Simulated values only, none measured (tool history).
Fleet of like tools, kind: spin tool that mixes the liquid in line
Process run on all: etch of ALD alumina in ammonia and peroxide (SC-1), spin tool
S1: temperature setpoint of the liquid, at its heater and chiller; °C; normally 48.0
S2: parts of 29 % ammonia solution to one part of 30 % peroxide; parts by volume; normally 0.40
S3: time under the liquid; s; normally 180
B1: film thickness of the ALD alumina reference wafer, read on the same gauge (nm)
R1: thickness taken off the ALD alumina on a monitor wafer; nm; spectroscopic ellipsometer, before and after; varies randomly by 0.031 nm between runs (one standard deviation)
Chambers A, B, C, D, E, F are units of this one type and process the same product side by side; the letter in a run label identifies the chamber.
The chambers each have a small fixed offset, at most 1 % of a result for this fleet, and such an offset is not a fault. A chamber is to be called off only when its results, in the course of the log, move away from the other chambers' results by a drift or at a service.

{"run": "1B", "hour": 3.3, "S1": 48.0, "S2": 0.4, "S3": 180, "B1": 129.99, "R1": 7.0691}
{"run": "2A", "hour": 7.2, "S1": 48.0, "S2": 0.4, "S3": 180, "B1": 130.03, "R1": 7.0618}
{"run": "3E", "hour": 9.7, "S1": 48.0, "S2": 0.4, "S3": 180, "B1": 129.98, "R1": 7.1076}
{"hour": 10.1, "done": "chamber B: ammonia flow meter replaced"}
{"run": "4D", "hour": 13.9, "S1": 48.0, "S2": 0.4, "S3": 180, "B1": 129.99, "R1": 7.1092}
{"run": "5C", "hour": 17.6, "S1": 48.0, "S2": 0.4, "S3": 180, "B1": 129.99, "R1": 7.1098}
{"run": "6F", "hour": 22.6, "S1": 48.0, "S2": 0.4, "S3": 180, "B1": 129.97, "R1": 7.1301}
{"run": "7A", "hour": 25.0, "S1": 48.0, "S2": 0.5, "S3": 180, "B1": 130.01, "R1": 7.2849}
{"run": "8D", "hour": 28.4, "S1": 48.0, "S2": 0.5, "S3": 180, "B1": 129.99, "R1": 7.1603}
{"run": "9C", "hour": 31.9, "S1": 48.0, "S2": 0.5, "S3": 180, "B1": 129.99, "R1": 7.2609}
{"run": "10F", "hour": 37.1, "S1": 48.0, "S2": 0.5, "S3": 180, "B1": 130.01, "R1": 7.2715}
{"run": "11B", "hour": 42.3, "S1": 48.0, "S2": 0.5, "S3": 180, "B1": 130.03, "R1": 7.1965}
{"hour": 45.9, "done": "chamber D: heated supply line repaired"}
{"run": "12E", "hour": 46.8, "S1": 48.0, "S2": 0.5, "S3": 180, "B1": 130.0, "R1": 7.2819}
{"run": "13B", "hour": 49.7, "S1": 56.5, "S2": 0.4, "S3": 180, "B1": 129.96, "R1": 11.206}
{"run": "14F", "hour": 53.2, "S1": 56.5, "S2": 0.4, "S3": 180, "B1": 129.98, "R1": 11.346}
{"run": "15A", "hour": 58.4, "S1": 56.5, "S2": 0.4, "S3": 180, "B1": 130.01, "R1": 11.073}
{"run": "16D", "hour": 63.4, "S1": 56.5, "S2": 0.4, "S3": 180, "B1": 130.0, "R1": 11.276}
{"run": "17C", "hour": 67.4, "S1": 56.5, "S2": 0.4, "S3": 180, "B1": 129.96, "R1": 11.339}
{"run": "18E", "hour": 70.7, "S1": 56.5, "S2": 0.4, "S3": 180, "B1": 129.98, "R1": 11.088}
{"run": "19D", "hour": 73.2, "S1": 48.0, "S2": 0.25, "S3": 135, "B1": 130.01, "R1": 5.0934}
{"hour": 75.4, "done": "chamber D: thermometer replaced"}
{"run": "20B", "hour": 76.0, "S1": 48.0, "S2": 0.25, "S3": 135, "B1": 129.99, "R1": 5.072}
{"run": "21F", "hour": 80.6, "S1": 48.0, "S2": 0.25, "S3": 135, "B1": 129.99, "R1": 5.1347}
{"run": "22A", "hour": 84.4, "S1": 48.0, "S2": 0.25, "S3": 135, "B1": 130.02, "R1": 5.0696}
{"run": "23E", "hour": 88.1, "S1": 48.0, "S2": 0.25, "S3": 135, "B1": 130.01, "R1": 4.9889}
{"run": "24C", "hour": 91.7, "S1": 48.0, "S2": 0.25, "S3": 135, "B1": 130.01, "R1": 5.1318}
{"run": "25B", "hour": 94.8, "S1": 48.0, "S2": 0.4, "S3": 180, "B1": 130.0, "R1": 7.1352}
{"run": "26C", "hour": 98.8, "S1": 48.0, "S2": 0.4, "S3": 180, "B1": 130.01, "R1": 7.1199}
{"run": "27D", "hour": 104.0, "S1": 48.0, "S2": 0.4, "S3": 180, "B1": 130.01, "R1": 7.1246}
{"run": "28F", "hour": 109.3, "S1": 44.0, "S2": 0.4, "S3": 220, "B1": 129.99, "R1": 6.9578}
{"run": "29A", "hour": 114.4, "S1": 44.0, "S2": 0.4, "S3": 220, "B1": 129.97, "R1": 6.937}
{"run": "30E", "hour": 119.4, "S1": 44.0, "S2": 0.4, "S3": 220, "B1": 130.02, "R1": 6.6005}
{"run": "31A", "hour": 123.7, "S1": 44.0, "S2": 0.4, "S3": 220, "B1": 130.02, "R1": 6.8953}
{"run": "32D", "hour": 127.5, "S1": 44.0, "S2": 0.4, "S3": 220, "B1": 130.01, "R1": 6.919}
{"run": "33B", "hour": 130.4, "S1": 44.0, "S2": 0.4, "S3": 220, "B1": 130.01, "R1": 6.9414}
{"run": "34F", "hour": 133.4, "S1": 48.0, "S2": 0.4, "S3": 180, "B1": 129.99, "R1": 7.1742}
{"run": "35E", "hour": 136.6, "S1": 48.0, "S2": 0.4, "S3": 180, "B1": 129.99, "R1": 6.7397}
{"run": "36C", "hour": 141.4, "S1": 48.0, "S2": 0.4, "S3": 180, "B1": 130.0, "R1": 7.1277}

What goes on in this fleet: one chamber off, a drifting gauge, or nothing beyond the chambers' own small offsets? Name the chamber and the cause, if any.

It is chamber E that slowly wanders off from its peers.
What lies behind it: liquid colder than its thermometer reads (K) = 1.12.
With only this log, it may be confused with: temperature lost on the way to the wafer (K).

Here are 4 candidates for chamber E's next run, each the usual settings with a change, their results left as question marks. Which one brings its results back in line with what the others give on the usual settings?
To be in line, a result may differ from the other chambers' mean on the usual settings by at most: R1 0.1100 nm
{"run": "37E-1", "hour": 145.2, "S1": 47.0, "S2": 0.4, "S3": 180, "R1": "?"}
{"run": "37E-2", "hour": 145.2, "S1": 49.0, "S2": 0.4, "S3": 180, "R1": "?"}
{"run": "37E-3", "hour": 145.2, "S1": 48.0, "S2": 0.3, "S3": 180, "R1": "?"}
{"run": "37E-4", "hour": 145.2, "S1": 48.0, "S2": 0.4, "S3": 185, "R1": "?"}

Usual-settings mean across the other chambers: R1 7.0995 nm
run=37E-1 R1=6.3052
run=37E-2 R1=7.0553
run=37E-3 R1=6.4885
run=37E-4 R1=6.8563
It is 37E-2 that realigns the chamber with its peers.
